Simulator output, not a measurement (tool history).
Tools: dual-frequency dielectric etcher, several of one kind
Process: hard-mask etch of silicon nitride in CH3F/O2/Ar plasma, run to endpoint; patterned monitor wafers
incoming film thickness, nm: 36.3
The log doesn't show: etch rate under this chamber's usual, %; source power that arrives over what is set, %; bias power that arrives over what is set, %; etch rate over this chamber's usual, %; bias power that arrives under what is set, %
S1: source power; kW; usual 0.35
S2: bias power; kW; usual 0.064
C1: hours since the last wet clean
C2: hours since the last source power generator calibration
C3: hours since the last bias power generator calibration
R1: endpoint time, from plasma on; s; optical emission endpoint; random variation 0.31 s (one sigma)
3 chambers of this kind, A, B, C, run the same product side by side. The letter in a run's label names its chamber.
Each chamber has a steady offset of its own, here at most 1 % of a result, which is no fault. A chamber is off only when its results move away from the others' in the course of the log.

run   hour    S1     S2     C1      C2      C3      R1
 1B    5.8  0.35  0.064  367.3  1247.4   229.9  57.051
 2C   11.4  0.35  0.064  179.7  1130.6  4315.5   58.27
 3A   18.8  0.35  0.064  298.5   694.9   691.7  58.187
 4C   23.5  0.35  0.064  191.8  1142.7  4327.6  57.488
 5A   28.5  0.28  0.064  308.2   704.6   701.4  62.686
 6B   35.2  0.28  0.064  396.7  1276.8   259.3   62.05
 7A   39.6  0.28  0.064  319.3   715.7   712.5  63.059
 8C   44.5  0.35  0.064  212.8  1163.7  4348.6  58.167
 9B   48.2  0.35  0.064  409.7  1289.8   272.3  57.155
10A   53.6  0.35  0.064  333.3   729.7   726.5  58.596
11C   57.6  0.35  0.064  225.9  1176.8  4361.7   57.75
12B     62  0.35  0.064  423.5  1303.6   286.1  57.019
13A   67.9  0.35  0.064  347.6     744   740.8  57.966
14C   75.3  0.35  0.064  243.6  1194.5  4379.4  57.807
15B     80  0.35  0.064  441.5  1321.6   304.1  57.426
16A   86.3  0.26  0.072    366   762.4   759.2  62.171
17B     91  0.26  0.072  452.5  1332.6   315.1  61.492
18C     95  0.26  0.072  263.3  1214.2  4399.1  62.421
19A   98.8  0.35  0.064  378.5   774.9   771.7  58.272
20C  103.9  0.35  0.064  272.2  1223.1    4408  58.313
21B  110.8  0.35  0.064  472.3  1352.4   334.9   57.29
22A  115.7  0.35  0.064  395.4   791.8   788.6  58.184
23C  121.5  0.35  0.064  289.8  1240.7  4425.6  57.682
24B  125.9  0.35  0.064  487.4  1367.5     350  56.837
25B  132.2  0.43  0.076  493.7  1373.8   356.3  50.165
26A  139.8  0.43  0.076  419.5   815.9   812.7  51.273
27C  144.7  0.43  0.076    313  1263.9  4448.8  50.623
28C  148.6  0.35  0.064  316.9  1267.8  4452.7  57.451
29A    156  0.35  0.064  435.7   832.1   828.9  59.453
30B  159.7  0.35  0.064  521.2  1401.3   383.8  57.084
31B  164.5  0.35  0.064    526  1406.1   388.6  57.137
32C  169.8  0.35  0.064  338.1    1289  4473.9  57.811
33A  175.4  0.35  0.064  455.1   851.5   848.3  59.925
34B    181  0.35  0.064  542.5  1422.6   405.1  56.817
35A  185.2  0.35  0.064  464.9   861.3   858.1  60.072
36C  189.3  0.35  0.064  357.6  1308.5  4493.4  58.029
37B  193.1  0.35  0.064  554.6  1434.7   417.2  57.309
38A  200.1  0.35  0.064  479.8   876.2     873  60.733
39C  205.9  0.35  0.064  374.2  1325.1    4510  57.324
40C  213.1  0.35  0.064  381.4  1332.3  4517.2  57.497
41B  218.3  0.35  0.064  579.8  1459.9   442.4  57.112
     223.9  -- chamber B: wet clean of the chamber
42A  224.2  0.35  0.064  503.9   900.3   897.1  60.964
43C  229.6  0.35  0.064  397.9  1348.8  4533.7  57.797
44B  233.9  0.35  0.064     10  1475.5     458  57.032

What goes on in this fleet: one chamber off, a drifting gauge, or nothing beyond the chambers' own small offsets? Name the chamber and the cause, if any.

Chamber A drifts away from the others.
Cause: etch rate under this chamber's usual, % = 5.16.

Here are 4 candidates for chamber A's next run, each the usual settings with a change, their results left as question marks. Which one brings its results back in line with what the others give on the usual settings?
In line means no further than this from the other chambers' mean on the usual settings: R1 1.1 s
45A-1  239.3  0.35  0.043               ?
45A-2  239.3  0.35  0.052               ?
45A-3  239.3  0.38  0.069               ?
45A-4  239.3  0.42  0.074               ?

The other chambers' mean on the usual settings: R1 57.38 s
  run      R1
45A-1  69.495
45A-2  65.523
45A-3   57.88
45A-4  54.436
45A-3 brings the chamber back in line.
